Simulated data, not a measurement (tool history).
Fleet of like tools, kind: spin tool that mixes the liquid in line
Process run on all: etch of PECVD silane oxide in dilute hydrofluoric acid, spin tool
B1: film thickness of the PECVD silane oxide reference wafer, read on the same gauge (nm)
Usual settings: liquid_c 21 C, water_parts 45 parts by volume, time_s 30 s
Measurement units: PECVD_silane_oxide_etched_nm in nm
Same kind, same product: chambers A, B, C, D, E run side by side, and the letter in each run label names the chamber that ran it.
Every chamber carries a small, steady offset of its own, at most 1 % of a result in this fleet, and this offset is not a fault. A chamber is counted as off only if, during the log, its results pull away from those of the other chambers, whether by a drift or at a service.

{"run": "1A", "hour": 7.5, "liquid_c": 21, "water_parts": 45, "time_s": 30, "B1": 30.026, "PECVD_silane_oxide_etched_nm": 24.807}
{"run": "2B", "hour": 16.3, "liquid_c": 21, "water_parts": 45, "time_s": 30, "B1": 29.992, "PECVD_silane_oxide_etched_nm": 24.251}
{"hour": 23.8, "done": "chamber D: thermometer replaced"}
{"run": "3C", "hour": 25.7, "liquid_c": 21, "water_parts": 45, "time_s": 30, "B1": 29.998, "PECVD_silane_oxide_etched_nm": 24.417}
{"run": "4E", "hour": 33.0, "liquid_c": 21, "water_parts": 45, "time_s": 30, "B1": 30.009, "PECVD_silane_oxide_etched_nm": 24.941}
{"hour": 38.2, "done": "chamber C: thermometer replaced"}
{"run": "5D", "hour": 39.7, "liquid_c": 21, "water_parts": 45, "time_s": 40, "B1": 30.011, "PECVD_silane_oxide_etched_nm": 32.489}
{"run": "6B", "hour": 47.3, "liquid_c": 21, "water_parts": 45, "time_s": 40, "B1": 29.988, "PECVD_silane_oxide_etched_nm": 32.394}
{"hour": 51.2, "done": "chamber B: hydrofluoric acid flow meter replaced"}
{"hour": 52.8, "done": "chamber B: thermometer replaced"}
{"run": "7A", "hour": 53.5, "liquid_c": 21, "water_parts": 45, "time_s": 40, "B1": 29.986, "PECVD_silane_oxide_etched_nm": 32.835}
{"run": "8D", "hour": 60.0, "liquid_c": 21, "water_parts": 45, "time_s": 40, "B1": 29.993, "PECVD_silane_oxide_etched_nm": 32.004}
{"run": "9C", "hour": 66.9, "liquid_c": 21, "water_parts": 45, "time_s": 40, "B1": 30.014, "PECVD_silane_oxide_etched_nm": 32.899}
{"run": "10E", "hour": 76.9, "liquid_c": 21, "water_parts": 45, "time_s": 30, "B1": 30.001, "PECVD_silane_oxide_etched_nm": 24.339}
{"run": "11B", "hour": 82.8, "liquid_c": 21, "water_parts": 45, "time_s": 30, "B1": 30.015, "PECVD_silane_oxide_etched_nm": 24.604}
{"run": "12E", "hour": 87.2, "liquid_c": 21, "water_parts": 45, "time_s": 30, "B1": 29.983, "PECVD_silane_oxide_etched_nm": 24.561}
{"run": "13D", "hour": 92.6, "liquid_c": 21, "water_parts": 35, "time_s": 30, "B1": 30.001, "PECVD_silane_oxide_etched_nm": 31.693}
{"run": "14A", "hour": 99.8, "liquid_c": 21, "water_parts": 35, "time_s": 30, "B1": 30.005, "PECVD_silane_oxide_etched_nm": 32.002}
{"run": "15C", "hour": 105.4, "liquid_c": 21, "water_parts": 35, "time_s": 30, "B1": 30.003, "PECVD_silane_oxide_etched_nm": 31.827}
{"run": "16B", "hour": 110.1, "liquid_c": 21, "water_parts": 35, "time_s": 30, "B1": 29.983, "PECVD_silane_oxide_etched_nm": 32.203}
{"run": "17E", "hour": 119.9, "liquid_c": 21, "water_parts": 35, "time_s": 30, "B1": 29.994, "PECVD_silane_oxide_etched_nm": 31.268}
{"run": "18A", "hour": 129.1, "liquid_c": 21, "water_parts": 45, "time_s": 30, "B1": 29.99, "PECVD_silane_oxide_etched_nm": 24.434}
{"run": "19C", "hour": 137.7, "liquid_c": 21, "water_parts": 45, "time_s": 30, "B1": 29.999, "PECVD_silane_oxide_etched_nm": 24.749}
{"run": "20D", "hour": 146.5, "liquid_c": 24, "water_parts": 45, "time_s": 30, "B1": 30.01, "PECVD_silane_oxide_etched_nm": 27.48}
{"hour": 147.0, "done": "chamber E: hydrofluoric acid flow meter replaced"}
{"run": "21A", "hour": 152.2, "liquid_c": 24, "water_parts": 45, "time_s": 30, "B1": 30.019, "PECVD_silane_oxide_etched_nm": 27.98}
{"run": "22B", "hour": 160.6, "liquid_c": 24, "water_parts": 45, "time_s": 30, "B1": 29.971, "PECVD_silane_oxide_etched_nm": 27.696}
{"run": "23E", "hour": 168.2, "liquid_c": 24, "water_parts": 45, "time_s": 30, "B1": 29.974, "PECVD_silane_oxide_etched_nm": 26.742}
{"run": "24C", "hour": 173.0, "liquid_c": 24, "water_parts": 45, "time_s": 30, "B1": 30.018, "PECVD_silane_oxide_etched_nm": 27.691}
{"run": "25D", "hour": 181.5, "liquid_c": 18, "water_parts": 35, "time_s": 30, "B1": 30.0, "PECVD_silane_oxide_etched_nm": 27.486}
{"run": "26D", "hour": 190.5, "liquid_c": 18, "water_parts": 35, "time_s": 30, "B1": 29.999, "PECVD_silane_oxide_etched_nm": 27.376}
{"run": "27C", "hour": 197.6, "liquid_c": 18, "water_parts": 35, "time_s": 30, "B1": 29.993, "PECVD_silane_oxide_etched_nm": 27.779}
{"run": "28E", "hour": 204.6, "liquid_c": 18, "water_parts": 35, "time_s": 30, "B1": 29.988, "PECVD_silane_oxide_etched_nm": 26.453}
{"run": "29A", "hour": 214.1, "liquid_c": 18, "water_parts": 35, "time_s": 30, "B1": 29.995, "PECVD_silane_oxide_etched_nm": 28.395}
{"run": "30B", "hour": 219.6, "liquid_c": 21, "water_parts": 45, "time_s": 40, "B1": 29.994, "PECVD_silane_oxide_etched_nm": 32.758}
{"run": "31B", "hour": 229.0, "liquid_c": 21, "water_parts": 45, "time_s": 40, "B1": 30.007, "PECVD_silane_oxide_etched_nm": 32.185}
{"run": "32D", "hour": 235.1, "liquid_c": 21, "water_parts": 45, "time_s": 40, "B1": 29.978, "PECVD_silane_oxide_etched_nm": 32.332}
{"run": "33C", "hour": 242.8, "liquid_c": 21, "water_parts": 45, "time_s": 40, "B1": 30.005, "PECVD_silane_oxide_etched_nm": 32.73}
{"run": "34E", "hour": 251.0, "liquid_c": 21, "water_parts": 45, "time_s": 40, "B1": 30.001, "PECVD_silane_oxide_etched_nm": 30.681}
{"run": "35A", "hour": 259.9, "liquid_c": 21, "water_parts": 45, "time_s": 30, "B1": 30.003, "PECVD_silane_oxide_etched_nm": 24.703}

What goes on in this fleet: one chamber off, a drifting gauge, or nothing beyond the chambers' own small offsets? Name the chamber and the cause, if any.

One chamber, E, drifts off from the rest bit by bit.
What lies behind it: liquid colder than its thermometer reads (K) = 1.68.

Here are 4 candidates for chamber E's next run, each the usual settings with a change, their results left as question marks. Which one brings its results back in line with what the others give on the usual settings?
In-line tolerance around the mean of the other chambers on the usual settings: PECVD_silane_oxide_etched_nm 0.640 nm
{"run": "36E-1", "hour": 267.1, "liquid_c": 21.0, "water_parts": 50, "time_s": 30, "PECVD_silane_oxide_etched_nm": "?"}
{"run": "36E-2", "hour": 267.1, "liquid_c": 23.5, "water_parts": 45, "time_s": 30, "PECVD_silane_oxide_etched_nm": "?"}
{"run": "36E-3", "hour": 267.1, "liquid_c": 19.5, "water_parts": 45, "time_s": 30, "PECVD_silane_oxide_etched_nm": "?"}
{"run": "36E-4", "hour": 267.1, "liquid_c": 22.5, "water_parts": 45, "time_s": 30, "PECVD_silane_oxide_etched_nm": "?"}

Average result of the remaining chambers running the usual settings: PECVD_silane_oxide_etched_nm 24.480 nm
run=36E-1 PECVD_silane_oxide_etched_nm=20.508
run=36E-2 PECVD_silane_oxide_etched_nm=25.460
run=36E-3 PECVD_silane_oxide_etched_nm=21.455
run=36E-4 PECVD_silane_oxide_etched_nm=24.409
36E-4 is the one that brings the chamber's results back in line with the other chambers.
